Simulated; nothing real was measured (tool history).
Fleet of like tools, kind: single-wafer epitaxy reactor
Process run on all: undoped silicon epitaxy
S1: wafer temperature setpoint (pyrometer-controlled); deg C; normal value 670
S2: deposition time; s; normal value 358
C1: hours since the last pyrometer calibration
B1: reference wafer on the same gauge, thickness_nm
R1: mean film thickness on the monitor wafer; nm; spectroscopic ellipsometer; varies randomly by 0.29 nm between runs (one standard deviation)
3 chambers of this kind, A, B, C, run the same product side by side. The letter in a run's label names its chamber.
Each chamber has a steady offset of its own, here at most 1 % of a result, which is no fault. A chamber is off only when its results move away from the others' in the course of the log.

Run 1C, hour 11: usual settings; C1 1186.6; B1 83.191. Result: R1 91.922 nm.
Run 2A, hour 23: usual settings; C1 1202.4; B1 83.228. Result: R1 92.372 nm.
Run 3B, hour 37.4: usual settings; C1 1174.6; B1 83.232. Result: R1 91.564 nm.
Run 4A, hour 48.9: usual settings; C1 1228.3; B1 83.264. Result: R1 91.527 nm.
Run 5B, hour 59.3: usual settings; C1 1196.5; B1 83.263. Result: R1 91.069 nm.
Run 6C, hour 74.2: usual settings; C1 1249.8; B1 83.178. Result: R1 93.261 nm.
Run 7B, hour 87.4: usual settings; C1 1224.6; B1 83.198. Result: R1 91.475 nm.
Run 8C, hour 102.7: usual settings but S2 296 s; C1 1278.3; B1 83.203. Result: R1 76.548 nm.
Run 9A, hour 116.9: usual settings but S2 296 s; C1 1296.3; B1 83.131. Result: R1 76.231 nm.
Run 10C, hour 130.6: usual settings but S2 296 s; C1 1306.2; B1 83.234. Result: R1 76.338 nm.
Run 11B, hour 138.7: usual settings but S1 678 deg C, S2 427 s; C1 1275.9; B1 83.23. Result: R1 128.65 nm.
Run 12A, hour 147.6: usual settings but S1 678 deg C, S2 427 s; C1 1327; B1 83.149. Result: R1 129.72 nm.
Run 13C, hour 157.7: usual settings but S1 678 deg C, S2 427 s; C1 1333.3; B1 83.202. Result: R1 130.53 nm.
Run 14A, hour 172.2: usual settings; C1 1351.6; B1 83.199. Result: R1 92.591 nm.
Run 15B, hour 180.4: usual settings; C1 1317.6; B1 83.155. Result: R1 91.531 nm.
Run 16B, hour 190: usual settings; C1 1327.2; B1 83.219. Result: R1 91.202 nm.
Run 17C, hour 198.3: usual settings; C1 1373.9; B1 83.203. Result: R1 92.77 nm.
Run 18A, hour 212.8: usual settings but S1 663 deg C, S2 290 s; C1 1392.2; B1 83.221. Result: R1 64.863 nm.
Run 19C, hour 226.1: usual settings but S1 663 deg C, S2 290 s; C1 1401.7; B1 83.146. Result: R1 64.648 nm.
At hour 233.9: chamber A: pyrometer calibrated.
Run 20B, hour 239.8: usual settings but S1 663 deg C, S2 290 s; C1 1377; B1 83.148. Result: R1 63.362 nm.
Run 21A, hour 251.6: usual settings; C1 17.8; B1 83.177. Result: R1 88.507 nm.
Run 22C, hour 264.1: usual settings; C1 1439.7; B1 83.171. Result: R1 92.171 nm.
Run 23A, hour 272.7: usual settings; C1 38.9; B1 83.242. Result: R1 88.676 nm.
Run 24B, hour 287.7: usual settings but S1 679 deg C, S2 313 s; C1 1424.9; B1 83.186. Result: R1 96.467 nm.
Run 25C, hour 298: usual settings but S1 679 deg C, S2 313 s; C1 1473.6; B1 83.211. Result: R1 97.43 nm.
Run 26A, hour 309.1: usual settings but S1 679 deg C, S2 313 s; C1 75.3; B1 83.205. Result: R1 92.761 nm.
Run 27B, hour 317.4: usual settings; C1 1454.6; B1 83.219. Result: R1 91.354 nm.
Run 28B, hour 330.9: usual settings; C1 1468.1; B1 83.274. Result: R1 91.866 nm.
Run 29A, hour 346.2: usual settings but S1 664 deg C, S2 336 s; C1 112.4; B1 83.219. Result: R1 72.946 nm.
Run 30C, hour 361.2: usual settings but S1 664 deg C, S2 336 s; C1 1536.8; B1 83.249. Result: R1 76.195 nm.
Run 31B, hour 373.8: usual settings but S1 664 deg C, S2 336 s; C1 1511; B1 83.234. Result: R1 75.556 nm.
Run 32C, hour 383: usual settings; C1 1558.6; B1 83.211. Result: R1 92.201 nm.
Run 33A, hour 392.5: usual settings; C1 158.7; B1 83.202. Result: R1 88.524 nm.
Run 34B, hour 399.7: usual settings; C1 1536.9; B1 83.224. Result: R1 91.707 nm.
Run 35A, hour 412.1: usual settings; C1 178.3; B1 83.278. Result: R1 88.366 nm.
Run 36C, hour 426.4: usual settings; C1 1602; B1 83.214. Result: R1 92.279 nm.
Run 37C, hour 435.9: usual settings; C1 1611.5; B1 83.2. Result: R1 92.382 nm.
Run 38A, hour 448.4: usual settings; C1 214.6; B1 83.193. Result: R1 87.965 nm.
Run 39B, hour 464: usual settings; C1 1601.2; B1 83.288. Result: R1 91.716 nm.
Run 40A, hour 477.4: usual settings; C1 243.6; B1 83.188. Result: R1 88.542 nm.

All 3 chambers run these settings next. Forecast each chamber's results:
Run 41A, hour 488.5: usual settings. Result: R1 ?.
Run 41B, hour 488.5: usual settings. Result: R1 ?.
Run 41C, hour 488.5: usual settings. Result: R1 ?.

run      R1
41A  88.456
41B   91.77
41C  92.637
